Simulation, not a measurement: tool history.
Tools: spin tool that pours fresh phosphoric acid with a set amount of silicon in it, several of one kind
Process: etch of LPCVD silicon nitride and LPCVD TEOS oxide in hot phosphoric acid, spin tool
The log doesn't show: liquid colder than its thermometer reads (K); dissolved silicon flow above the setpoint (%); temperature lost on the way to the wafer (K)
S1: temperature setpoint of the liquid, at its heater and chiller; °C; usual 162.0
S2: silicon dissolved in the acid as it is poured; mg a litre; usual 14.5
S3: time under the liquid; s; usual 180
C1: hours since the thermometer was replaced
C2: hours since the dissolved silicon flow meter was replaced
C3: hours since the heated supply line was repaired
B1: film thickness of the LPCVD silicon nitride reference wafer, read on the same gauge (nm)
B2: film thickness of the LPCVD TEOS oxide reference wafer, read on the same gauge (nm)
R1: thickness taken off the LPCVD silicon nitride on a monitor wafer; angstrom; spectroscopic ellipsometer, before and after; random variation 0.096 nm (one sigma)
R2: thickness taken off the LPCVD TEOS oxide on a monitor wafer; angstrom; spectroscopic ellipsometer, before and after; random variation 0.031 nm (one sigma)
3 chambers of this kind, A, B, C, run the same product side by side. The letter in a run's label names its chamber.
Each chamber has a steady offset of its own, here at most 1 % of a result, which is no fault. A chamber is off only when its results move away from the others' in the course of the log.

run,hour,S1,S2,S3,C1,C2,C3,B1,B2,R1,R2
1C,10.2,162.0,14.5,180,690.1,172.1,2232.4,79.986,140.01,153.74,4.3105
2A,17.9,162.0,14.5,180,2621.3,284.4,430.8,80.004,139.99,155.29,3.9951
3B,25.7,162.0,14.5,180,833.3,375.4,371.9,79.988,140.01,153.00,4.2121
4C,33.5,162.0,14.5,180,713.4,195.4,2255.7,80.004,139.99,154.56,3.3857
5B,41.4,165.0,18.5,180,849.0,391.1,387.6,79.985,139.99,169.02,5.0709
6A,50.0,165.0,18.5,180,2653.4,316.5,462.9,80.000,140.01,170.22,4.7782
7A,56.7,165.0,18.5,180,2660.1,323.2,469.6,79.973,140.01,171.19,4.1649
8C,62.6,162.0,14.5,180,742.5,224.5,2284.8,79.955,139.99,152.74,4.1797
# hour 64.0: chamber B: dissolved silicon flow meter replaced
9B,68.2,162.0,14.5,180,875.8,4.2,414.4,80.015,140.01,154.42,3.5489
10C,74.2,162.0,14.5,180,754.1,236.1,2296.4,80.017,140.00,153.16,3.8754
11B,84.0,162.0,14.5,180,891.6,20.0,430.2,80.029,140.00,151.54,4.3404
12A,89.7,163.5,14.5,140,2693.1,356.2,502.6,80.017,139.97,126.25,3.3481
13B,97.2,163.5,14.5,140,904.8,33.2,443.4,80.031,140.00,124.72,3.4215
14C,105.7,163.5,14.5,140,785.6,267.6,2327.9,79.977,140.00,124.97,3.8433
15A,110.7,162.0,14.5,180,2714.1,377.2,523.6,80.024,139.98,154.30,4.2471
16C,116.0,162.0,14.5,180,795.9,277.9,2338.2,79.963,140.00,152.62,3.6825
17B,123.8,164.5,10.5,180,931.4,59.8,470.0,80.000,139.98,166.49,6.0384
18A,130.7,164.5,10.5,180,2734.1,397.2,543.6,80.005,139.99,167.98,4.8353
19A,140.1,164.5,10.5,180,2743.5,406.6,553.0,80.018,140.01,167.59,5.2848
20C,148.8,162.0,22.5,180,828.7,310.7,2371.0,79.984,139.99,152.13,2.9236
21B,157.1,162.0,22.5,180,964.7,93.1,503.3,80.016,139.99,152.77,3.2500
22B,167.4,162.0,22.5,180,975.0,103.4,513.6,80.006,140.02,153.32,3.5416
23C,176.7,162.0,14.5,180,856.6,338.6,2398.9,80.032,140.00,152.10,4.2609
24A,184.7,162.0,14.5,180,2788.1,451.2,597.6,80.003,140.00,153.68,4.4813
25A,195.0,162.0,14.5,180,2798.4,461.5,607.9,79.975,140.00,153.70,3.7186
26C,202.2,162.0,14.5,180,882.1,364.1,2424.4,80.002,140.02,154.25,3.6798
27B,207.5,162.0,14.5,180,1015.1,143.5,553.7,79.991,140.02,153.14,4.3624

Is one chamber off against the others, does the gauge drift, or is nothing wrong? If a chamber is off, say which, and what the likeliest cause is.

No chamber stands off beyond its own small offset, and the gauge holds steady.
